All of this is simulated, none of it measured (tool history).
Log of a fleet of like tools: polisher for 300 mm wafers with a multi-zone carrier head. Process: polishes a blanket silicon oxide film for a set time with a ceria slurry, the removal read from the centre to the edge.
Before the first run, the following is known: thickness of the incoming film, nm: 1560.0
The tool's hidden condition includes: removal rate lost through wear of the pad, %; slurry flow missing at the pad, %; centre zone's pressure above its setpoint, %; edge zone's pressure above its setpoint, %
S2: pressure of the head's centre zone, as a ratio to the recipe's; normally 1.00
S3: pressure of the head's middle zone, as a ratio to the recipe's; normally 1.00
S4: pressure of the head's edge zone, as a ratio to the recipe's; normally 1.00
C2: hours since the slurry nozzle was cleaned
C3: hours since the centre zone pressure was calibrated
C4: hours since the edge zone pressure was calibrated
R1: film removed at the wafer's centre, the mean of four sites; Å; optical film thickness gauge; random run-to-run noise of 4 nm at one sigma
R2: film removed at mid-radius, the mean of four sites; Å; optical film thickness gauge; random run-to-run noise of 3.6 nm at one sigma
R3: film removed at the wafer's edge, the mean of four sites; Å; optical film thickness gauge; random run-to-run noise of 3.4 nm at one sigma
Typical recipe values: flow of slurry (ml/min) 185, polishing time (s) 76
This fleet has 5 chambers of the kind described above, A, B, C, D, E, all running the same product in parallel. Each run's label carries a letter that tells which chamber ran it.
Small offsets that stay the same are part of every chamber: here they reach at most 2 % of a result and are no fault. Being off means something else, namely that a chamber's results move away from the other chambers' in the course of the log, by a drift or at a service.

At hour 4.2: chamber E: worn pad replaced by a new one.
At hour 6.3: chamber A: slurry nozzle cleaned.
Run 1A, hour 11.1: usual settings; wafers polished on this pad 794; C2 4.9; C3 259.0; C4 228.1. Result: R1 3791.1 Å, R2 3795.9 Å, R3 3752.2 Å.
At hour 12.6: chamber A: worn pad replaced by a new one.
At hour 13.4: chamber D: worn pad replaced by a new one.
At hour 13.9: chamber B: worn pad replaced by a new one.
At hour 16.0: chamber C: worn pad replaced by a new one.
Run 2E, hour 16.0: usual settings; wafers polished on this pad 163; C2 395.1; C3 290.6; C4 481.3. Result: R1 3807.9 Å, R2 3689.5 Å, R3 3825.7 Å.
Run 3C, hour 24.4: usual settings; wafers polished on this pad 116; C2 486.1; C3 751.8; C4 571.6. Result: R1 3826.7 Å, R2 3749.0 Å, R3 3733.3 Å.
Run 4B, hour 30.8: usual settings; wafers polished on this pad 232; C2 445.1; C3 637.3; C4 182.6. Result: R1 3775.2 Å, R2 3863.6 Å, R3 3783.6 Å.
Run 5D, hour 40.1: usual settings; wafers polished on this pad 367; C2 171.2; C3 316.2; C4 114.3. Result: R1 3716.5 Å, R2 3755.1 Å, R3 3683.0 Å.
Run 6E, hour 49.8: usual settings; wafers polished on this pad 626; C2 428.9; C3 324.4; C4 515.1. Result: R1 3791.5 Å, R2 3735.8 Å, R3 3758.8 Å.
Run 7B, hour 57.6: usual settings but S2 1.04, polishing time (s) 92; wafers polished on this pad 599; C2 471.9; C3 664.1; C4 209.4. Result: R1 4718.3 Å, R2 4612.7 Å, R3 4535.4 Å.
Run 8D, hour 66.4: usual settings but S2 1.04, polishing time (s) 92; wafers polished on this pad 727; C2 197.5; C3 342.5; C4 140.6. Result: R1 4713.9 Å, R2 4495.5 Å, R3 4506.0 Å.
At hour 69.0: chamber D: worn pad replaced by a new one.
At hour 69.5: chamber A: worn pad replaced by a new one.
Run 9C, hour 71.6: usual settings but S2 1.04, polishing time (s) 92; wafers polished on this pad 763; C2 533.3; C3 799.0; C4 618.8. Result: R1 4761.3 Å, R2 4654.6 Å, R3 4557.1 Å.
At hour 72.5: chamber E: worn pad replaced by a new one.
At hour 72.5: chamber B: worn pad replaced by a new one.
Run 10A, hour 82.2: usual settings but S2 1.04, polishing time (s) 92; wafers polished on this pad 174; C2 76.0; C3 330.1; C4 299.2. Result: R1 4832.4 Å, R2 4514.3 Å, R3 4513.4 Å.
At hour 83.9: chamber C: worn pad replaced by a new one.
Run 11D, hour 91.3: usual settings but S2 1.04, polishing time (s) 92; wafers polished on this pad 306; C2 222.4; C3 367.4; C4 165.5. Result: R1 4646.8 Å, R2 4558.4 Å, R3 4384.6 Å.
Run 12E, hour 99.3: usual settings; wafers polished on this pad 368; C2 478.4; C3 373.9; C4 564.6. Result: R1 3799.0 Å, R2 3742.8 Å, R3 3815.8 Å.
At hour 103.1: chamber A: edge zone pressure recalibrated.
Run 13C, hour 109.1: usual settings; wafers polished on this pad 346; C2 570.8; C3 836.5; C4 656.3. Result: R1 3729.1 Å, R2 3782.9 Å, R3 3796.6 Å.
Run 14A, hour 116.0: usual settings; wafers polished on this pad 638; C2 109.8; C3 363.9; C4 13.0. Result: R1 3851.0 Å, R2 3795.4 Å, R3 3795.6 Å.
Run 15B, hour 122.9: usual settings; wafers polished on this pad 692; C2 537.2; C3 729.4; C4 274.7. Result: R1 3749.7 Å, R2 3745.5 Å, R3 3770.0 Å.
Run 16D, hour 129.4: usual settings; wafers polished on this pad 829; C2 260.5; C3 405.5; C4 203.6. Result: R1 3619.0 Å, R2 3690.8 Å, R3 3640.6 Å.
At hour 130.9: chamber E: worn pad replaced by a new one.
Run 17C, hour 137.7: usual settings; wafers polished on this pad 738; C2 599.4; C3 865.1; C4 684.9. Result: R1 3763.5 Å, R2 3809.3 Å, R3 3770.8 Å.
At hour 139.6: chamber B: worn pad replaced by a new one.
At hour 140.4: chamber D: worn pad replaced by a new one.
At hour 141.6: chamber A: worn pad replaced by a new one.
At hour 144.0: chamber C: worn pad replaced by a new one.
Run 18A, hour 148.2: usual settings; wafers polished on this pad 91; C2 142.0; C3 396.1; C4 45.2. Result: R1 3742.7 Å, R2 3783.8 Å, R3 3716.7 Å.
Run 19E, hour 157.0: usual settings; wafers polished on this pad 358; C2 536.1; C3 431.6; C4 622.3. Result: R1 3767.3 Å, R2 3680.9 Å, R3 3800.0 Å.
Run 20B, hour 167.7: usual settings; wafers polished on this pad 385; C2 582.0; C3 774.2; C4 319.5. Result: R1 3765.1 Å, R2 3801.5 Å, R3 3753.2 Å.
Run 21C, hour 174.0: usual settings; wafers polished on this pad 412; C2 635.7; C3 901.4; C4 721.2. Result: R1 3831.5 Å, R2 3745.8 Å, R3 3693.6 Å.
Run 22A, hour 185.1: usual settings; wafers polished on this pad 597; C2 178.9; C3 433.0; C4 82.1. Result: R1 3738.3 Å, R2 3797.5 Å, R3 3793.0 Å.
Run 23D, hour 190.8: usual settings; wafers polished on this pad 692; C2 321.9; C3 466.9; C4 265.0. Result: R1 3588.2 Å, R2 3654.0 Å, R3 3667.6 Å.
At hour 192.1: chamber E: worn pad replaced by a new one.
At hour 199.5: chamber E: centre zone pressure recalibrated.
At hour 200.0: chamber B: worn pad replaced by a new one.
Run 24E, hour 200.1: usual settings; wafers polished on this pad 110; C2 579.2; C3 0.7; C4 665.4. Result: R1 3824.4 Å, R2 3693.9 Å, R3 3775.9 Å.
At hour 201.3: chamber D: worn pad replaced by a new one.
At hour 206.2: chamber A: worn pad replaced by a new one.
Run 25B, hour 210.3: usual settings; wafers polished on this pad 142; C2 624.6; C3 816.8; C4 362.1. Result: R1 3656.2 Å, R2 3736.0 Å, R3 3756.9 Å.
At hour 216.8: chamber C: worn pad replaced by a new one.
Run 26A, hour 218.6: usual settings; wafers polished on this pad 171; C2 212.4; C3 466.5; C4 115.6. Result: R1 3755.8 Å, R2 3804.6 Å, R3 3734.7 Å.
Run 27E, hour 227.2: usual settings; wafers polished on this pad 481; C2 606.3; C3 27.8; C4 692.5. Result: R1 3743.7 Å, R2 3760.3 Å, R3 3801.5 Å.
At hour 228.8: chamber A: slurry nozzle cleaned.
At hour 230.6: chamber D: edge zone pressure recalibrated.
Run 28C, hour 237.2: usual settings; wafers polished on this pad 280; C2 698.9; C3 964.6; C4 784.4. Result: R1 3841.4 Å, R2 3756.1 Å, R3 3757.2 Å.
Run 29B, hour 243.9: usual settings; wafers polished on this pad 603; C2 658.2; C3 850.4; C4 395.7. Result: R1 3695.0 Å, R2 3829.9 Å, R3 3792.7 Å.
Run 30D, hour 252.2: usual settings; wafers polished on this pad 699; C2 383.3; C3 528.3; C4 21.7. Result: R1 3600.2 Å, R2 3713.9 Å, R3 3644.2 Å.
At hour 253.3: chamber E: worn pad replaced by a new one.
At hour 261.3: chamber D: worn pad replaced by a new one.
Run 31B, hour 261.7: usual settings; wafers polished on this pad 847; C2 676.0; C3 868.2; C4 413.5. Result: R1 3707.0 Å, R2 3749.0 Å, R3 3669.1 Å.
At hour 262.4: chamber A: worn pad replaced by a new one.
Run 32D, hour 267.0: usual settings but S3 0.89; wafers polished on this pad 78; C2 398.1; C3 543.1; C4 36.5. Result: R1 3623.3 Å, R2 3366.9 Å, R3 3706.2 Å.
Run 33C, hour 275.4: usual settings but S3 0.89; wafers polished on this pad 804; C2 737.1; C3 1002.8; C4 822.6. Result: R1 3809.8 Å, R2 3449.5 Å, R3 3806.0 Å.
Run 34A, hour 283.7: usual settings but S3 0.89; wafers polished on this pad 293; C2 55.0; C3 531.6; C4 180.7. Result: R1 3749.3 Å, R2 3430.0 Å, R3 3734.1 Å.
Run 35E, hour 294.2: usual settings but S3 0.89; wafers polished on this pad 562; C2 673.3; C3 94.8; C4 759.5. Result: R1 3766.2 Å, R2 3382.4 Å, R3 3810.3 Å.
Run 36D, hour 301.7: usual settings but S3 0.89; wafers polished on this pad 554; C2 432.8; C3 577.8; C4 71.2. Result: R1 3492.5 Å, R2 3248.5 Å, R3 3569.0 Å.
Run 37A, hour 312.1: usual settings; wafers polished on this pad 682; C2 83.4; C3 560.0; C4 209.1. Result: R1 3730.7 Å, R2 3739.6 Å, R3 3781.1 Å.
At hour 314.0: chamber E: worn pad replaced by a new one.
Run 38E, hour 321.2: usual settings but S4 0.94; wafers polished on this pad 99; C2 700.3; C3 121.8; C4 786.5. Result: R1 3773.9 Å, R2 3734.8 Å, R3 3712.6 Å.

Next, all 5 chambers run the settings below, one line each with question marks for the results. What does each chamber give?
Run 39A, hour 329.3: usual settings but S2 0.93. Result: R1 ?, R2 ?, R3 ?.
Run 39B, hour 329.3: usual settings but S2 0.93. Result: R1 ?, R2 ?, R3 ?.
Run 39C, hour 329.3: usual settings but S2 0.93. Result: R1 ?, R2 ?, R3 ?.
Run 39D, hour 329.3: usual settings but S2 0.93. Result: R1 ?, R2 ?, R3 ?.
Run 39E, hour 329.3: usual settings but S2 0.93. Result: R1 ?, R2 ?, R3 ?.

run      R1      R2      R3
39A  3550.1  3831.9  3805.2
39B  3395.6  3756.4  3761.5
39C  3507.2  3776.6  3690.3
39D  3241.9  3607.4  3592.3
39E  3445.0  3721.3  3797.7

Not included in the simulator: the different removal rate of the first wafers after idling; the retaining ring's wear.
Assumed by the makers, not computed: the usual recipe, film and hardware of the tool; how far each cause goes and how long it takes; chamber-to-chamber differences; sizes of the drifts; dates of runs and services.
